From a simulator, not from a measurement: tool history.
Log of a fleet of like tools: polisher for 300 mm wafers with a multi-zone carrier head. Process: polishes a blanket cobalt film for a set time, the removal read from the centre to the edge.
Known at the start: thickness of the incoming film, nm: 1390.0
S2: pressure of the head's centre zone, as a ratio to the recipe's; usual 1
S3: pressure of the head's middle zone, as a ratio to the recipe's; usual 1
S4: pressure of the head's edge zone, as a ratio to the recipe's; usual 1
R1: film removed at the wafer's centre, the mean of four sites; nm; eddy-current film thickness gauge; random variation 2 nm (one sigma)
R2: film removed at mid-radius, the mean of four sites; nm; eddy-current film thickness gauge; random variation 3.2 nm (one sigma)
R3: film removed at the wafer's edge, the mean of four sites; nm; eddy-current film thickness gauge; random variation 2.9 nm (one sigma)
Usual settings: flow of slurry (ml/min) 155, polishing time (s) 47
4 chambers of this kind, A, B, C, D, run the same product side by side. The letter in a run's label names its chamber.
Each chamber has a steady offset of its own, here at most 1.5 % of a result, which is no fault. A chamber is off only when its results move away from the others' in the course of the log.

-- hour=4.1 chamber C: worn pad replaced by a new one
-- hour=6 chamber A: worn pad replaced by a new one
run 1B hour=6.2 | flow_of_slurry_(ml/min)=155 S2=1 S3=1 S4=1 polishing_time_(s)=47 | R1=269.18 R2=267.53 R3=265.51
run 2C hour=10 | flow_of_slurry_(ml/min)=155 S2=1 S3=1 S4=1 polishing_time_(s)=47 | R1=271.49 R2=267.72 R3=271.36
run 3A hour=17.8 | flow_of_slurry_(ml/min)=155 S2=1 S3=1 S4=1 polishing_time_(s)=47 | R1=272.13 R2=269.53 R3=273.33
run 4D hour=22.2 | flow_of_slurry_(ml/min)=155 S2=1 S3=1 S4=1 polishing_time_(s)=47 | R1=274.85 R2=268.72 R3=268.69
-- hour=25.4 chamber D: worn pad replaced by a new one
run 5B hour=29.3 | flow_of_slurry_(ml/min)=155 S2=1 S3=1 S4=1 polishing_time_(s)=47 | R1=274.08 R2=271.18 R3=265.04
run 6C hour=34.4 | flow_of_slurry_(ml/min)=155 S2=1 S3=1 S4=1 polishing_time_(s)=47 | R1=273.42 R2=270.07 R3=278.03
run 7A hour=42.7 | flow_of_slurry_(ml/min)=155 S2=1 S3=1 S4=1 polishing_time_(s)=47 | R1=267.9 R2=268.64 R3=268.87
-- hour=50.8 chamber B: worn pad replaced by a new one
run 8D hour=51.1 | flow_of_slurry_(ml/min)=155 S2=1 S3=1 S4=1 polishing_time_(s)=47 | R1=273.53 R2=271.82 R3=270.91
run 9D hour=54.9 | flow_of_slurry_(ml/min)=155 S2=1 S3=1 S4=1 polishing_time_(s)=47 | R1=273.69 R2=272.6 R3=271.93
run 10C hour=62.5 | flow_of_slurry_(ml/min)=155 S2=1 S3=1 S4=1 polishing_time_(s)=47 | R1=271.26 R2=274.55 R3=270.95
run 11A hour=67.8 | flow_of_slurry_(ml/min)=155 S2=1 S3=1 S4=1 polishing_time_(s)=47 | R1=273.14 R2=263.86 R3=269.76
run 12B hour=74.2 | flow_of_slurry_(ml/min)=155 S2=1 S3=1 S4=1 polishing_time_(s)=47 | R1=272.44 R2=268.67 R3=262.91
-- hour=80.7 chamber A: edge zone pressure recalibrated
run 13B hour=82.6 | flow_of_slurry_(ml/min)=155 S2=1 S3=1 S4=1.07 polishing_time_(s)=57 | R1=326.46 R2=330.23 R3=342.63
run 14D hour=86.4 | flow_of_slurry_(ml/min)=155 S2=1 S3=1 S4=1.07 polishing_time_(s)=57 | R1=329.16 R2=319.37 R3=341.5
-- hour=90.3 chamber C: worn pad replaced by a new one
-- hour=90.6 chamber B: centre zone pressure recalibrated
run 15A hour=92.5 | flow_of_slurry_(ml/min)=155 S2=1 S3=1 S4=1.07 polishing_time_(s)=57 | R1=328.23 R2=329.15 R3=339.83
run 16C hour=97.2 | flow_of_slurry_(ml/min)=155 S2=1 S3=1 S4=1.07 polishing_time_(s)=57 | R1=326.82 R2=323.91 R3=340.55
run 17A hour=104.3 | flow_of_slurry_(ml/min)=155 S2=1 S3=1 S4=1 polishing_time_(s)=47 | R1=272.8 R2=272.28 R3=266.96
-- hour=108.1 chamber D: worn pad replaced by a new one
-- hour=109 chamber A: slurry nozzle cleaned
-- hour=109.2 chamber A: centre zone pressure recalibrated
run 18B hour=109.7 | flow_of_slurry_(ml/min)=155 S2=1 S3=0.9 S4=1 polishing_time_(s)=47 | R1=280.79 R2=246.04 R3=266.67
run 19D hour=117.7 | flow_of_slurry_(ml/min)=155 S2=1 S3=0.9 S4=1 polishing_time_(s)=47 | R1=271.72 R2=240.2 R3=273.64
run 20C hour=122.1 | flow_of_slurry_(ml/min)=155 S2=1 S3=0.9 S4=1 polishing_time_(s)=47 | R1=271.57 R2=250.73 R3=270.13
run 21B hour=126.8 | flow_of_slurry_(ml/min)=155 S2=1 S3=0.9 S4=1 polishing_time_(s)=47 | R1=283.28 R2=245.71 R3=271.92
run 22D hour=133.3 | flow_of_slurry_(ml/min)=155 S2=1 S3=1 S4=1 polishing_time_(s)=47 | R1=274.33 R2=272.54 R3=268.06
run 23A hour=138.7 | flow_of_slurry_(ml/min)=155 S2=1 S3=1 S4=1 polishing_time_(s)=47 | R1=269.78 R2=272.24 R3=270.52
-- hour=143.1 chamber C: centre zone pressure recalibrated
run 24C hour=147 | flow_of_slurry_(ml/min)=155 S2=1 S3=1 S4=1 polishing_time_(s)=47 | R1=272.37 R2=273.65 R3=275.43
run 25B hour=152.4 | flow_of_slurry_(ml/min)=155 S2=1 S3=1 S4=1 polishing_time_(s)=47 | R1=284.22 R2=268.85 R3=268.81
-- hour=158 chamber C: slurry nozzle cleaned
run 26D hour=158.5 | flow_of_slurry_(ml/min)=155 S2=1 S3=1 S4=0.92 polishing_time_(s)=47 | R1=276.74 R2=266.66 R3=262.95
-- hour=162.6 chamber A: worn pad replaced by a new one
run 27C hour=162.8 | flow_of_slurry_(ml/min)=155 S2=1 S3=1 S4=0.92 polishing_time_(s)=47 | R1=270.81 R2=266.02 R3=258.39
-- hour=167.4 chamber B: worn pad replaced by a new one
run 28A hour=170.1 | flow_of_slurry_(ml/min)=155 S2=1 S3=1 S4=0.92 polishing_time_(s)=47 | R1=271.42 R2=265.23 R3=255.97
-- hour=178.2 chamber C: worn pad replaced by a new one
run 29B hour=178.6 | flow_of_slurry_(ml/min)=155 S2=1 S3=1 S4=0.92 polishing_time_(s)=47 | R1=281.6 R2=267.35 R3=264.52
run 30C hour=184.6 | flow_of_slurry_(ml/min)=155 S2=1 S3=1 S4=1 polishing_time_(s)=47 | R1=270.77 R2=266.26 R3=274.63
run 31D hour=188.7 | flow_of_slurry_(ml/min)=155 S2=1 S3=1 S4=1 polishing_time_(s)=47 | R1=271.66 R2=270.37 R3=271.22
run 32A hour=194.8 | flow_of_slurry_(ml/min)=155 S2=1 S3=1 S4=1 polishing_time_(s)=47 | R1=276.41 R2=268.74 R3=270.02
-- hour=197.6 chamber C: edge zone pressure recalibrated
run 33C hour=203.1 | flow_of_slurry_(ml/min)=155 S2=1 S3=1 S4=1 polishing_time_(s)=47 | R1=271.26 R2=268.53 R3=277.5

What goes on in this fleet: one chamber off, a drifting gauge, or nothing beyond the chambers' own small offsets? Name the chamber and the cause, if any.

A service left chamber B off against the others.
Cause: centre zone's pressure above its setpoint, % = 4.03.

Here are 4 candidates for chamber B's next run, each the usual settings with a change, their results left as question marks. Which one brings its results back in line with what the others give on the usual settings?
In line means no further than this from the other chambers' mean on the usual settings: R1 7 nm; R2 11 nm; R3 10 nm
run 34B-1 hour=209.5 | flow_of_slurry_(ml/min)=150 S2=0.93 S3=1 S4=1.04 polishing_time_(s)=47 | R1=? R2=? R3=?
run 34B-2 hour=209.5 | flow_of_slurry_(ml/min)=160 S2=1.03 S3=1 S4=0.98 polishing_time_(s)=47 | R1=? R2=? R3=?
run 34B-3 hour=209.5 | flow_of_slurry_(ml/min)=160 S2=1.07 S3=1 S4=0.96 polishing_time_(s)=47 | R1=? R2=? R3=?
run 34B-4 hour=209.5 | flow_of_slurry_(ml/min)=150 S2=0.97 S3=1 S4=1.02 polishing_time_(s)=47 | R1=? R2=? R3=?

The other chambers' mean on the usual settings: R1 272.04 nm; R2 269.91 nm; R3 271.87 nm
run=34B-1 R1=259.06 R2=269.42 R3=274.94
run=34B-2 R1=293.33 R2=272.57 R3=268.92
run=34B-3 R1=305.61 R2=272.52 R3=266.1
run=34B-4 R1=271.18 R2=269.37 R3=272.16
34B-4 brings the chamber back in line.

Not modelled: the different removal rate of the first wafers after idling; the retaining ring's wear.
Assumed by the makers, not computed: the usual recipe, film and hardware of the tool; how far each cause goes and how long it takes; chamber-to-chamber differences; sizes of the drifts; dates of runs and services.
